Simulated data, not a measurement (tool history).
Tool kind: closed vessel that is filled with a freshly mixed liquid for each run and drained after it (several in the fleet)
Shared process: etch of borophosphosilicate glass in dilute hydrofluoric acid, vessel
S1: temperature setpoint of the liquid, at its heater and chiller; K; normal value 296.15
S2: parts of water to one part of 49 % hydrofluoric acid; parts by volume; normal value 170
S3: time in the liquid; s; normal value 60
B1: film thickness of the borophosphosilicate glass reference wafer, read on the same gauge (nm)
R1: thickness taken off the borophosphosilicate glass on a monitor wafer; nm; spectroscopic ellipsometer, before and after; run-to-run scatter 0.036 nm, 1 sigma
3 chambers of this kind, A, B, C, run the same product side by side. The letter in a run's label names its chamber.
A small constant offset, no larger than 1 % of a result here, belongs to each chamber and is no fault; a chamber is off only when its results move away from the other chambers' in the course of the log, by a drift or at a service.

run 1B hour=15.5 | S1=296.15 S2=170 S3=60 | B1=90.041 | R1=8.3967
run 2C hour=23.8 | S1=296.15 S2=170 S3=60 | B1=89.982 | R1=8.5658
run 3A hour=36.9 | S1=296.15 S2=170 S3=60 | B1=90.011 | R1=8.4294
run 4C hour=46.7 | S1=296.15 S2=170 S3=60 | B1=90.019 | R1=8.5823
run 5A hour=59.2 | S1=296.15 S2=170 S3=60 | B1=89.983 | R1=8.3609
run 6B hour=67.6 | S1=300.15 S2=95 S3=60 | B1=89.972 | R1=19.0400
run 7C hour=79.7 | S1=300.15 S2=95 S3=60 | B1=89.991 | R1=19.5270
run 8A hour=91.9 | S1=300.15 S2=95 S3=60 | B1=89.974 | R1=18.8980
run 9B hour=104.3 | S1=296.15 S2=170 S3=60 | B1=89.997 | R1=8.5209
-- hour=106.0 chamber B: thermometer replaced
run 10B hour=111.5 | S1=296.15 S2=170 S3=30 | B1=89.981 | R1=4.2269
run 11C hour=127.2 | S1=296.15 S2=170 S3=30 | B1=90.018 | R1=4.3002
run 12A hour=138.3 | S1=296.15 S2=170 S3=30 | B1=89.977 | R1=4.2118
run 13A hour=151.0 | S1=296.15 S2=170 S3=60 | B1=89.999 | R1=8.4679
run 14B hour=159.7 | S1=296.15 S2=170 S3=60 | B1=90.040 | R1=8.4452
run 15C hour=172.4 | S1=296.15 S2=170 S3=60 | B1=89.987 | R1=8.4785
run 16C hour=180.4 | S1=296.15 S2=170 S3=60 | B1=89.989 | R1=8.5398
run 17A hour=191.6 | S1=296.15 S2=170 S3=60 | B1=89.993 | R1=8.4261
run 18B hour=206.9 | S1=296.15 S2=170 S3=60 | B1=89.977 | R1=8.4663
run 19C hour=215.3 | S1=296.15 S2=170 S3=60 | B1=90.016 | R1=8.6052
run 20B hour=228.5 | S1=296.15 S2=170 S3=60 | B1=90.011 | R1=8.4355
run 21A hour=236.8 | S1=296.15 S2=170 S3=60 | B1=90.001 | R1=8.4422
run 22B hour=245.1 | S1=296.15 S2=170 S3=60 | B1=90.010 | R1=8.5152

Is one chamber out of step, is the gauge drifting, or do the chambers differ by no more than their own small offsets? For an off chamber, give its letter and the likeliest cause.

Beyond each chamber's small constant offset nothing stands out, and the gauge stays steady.
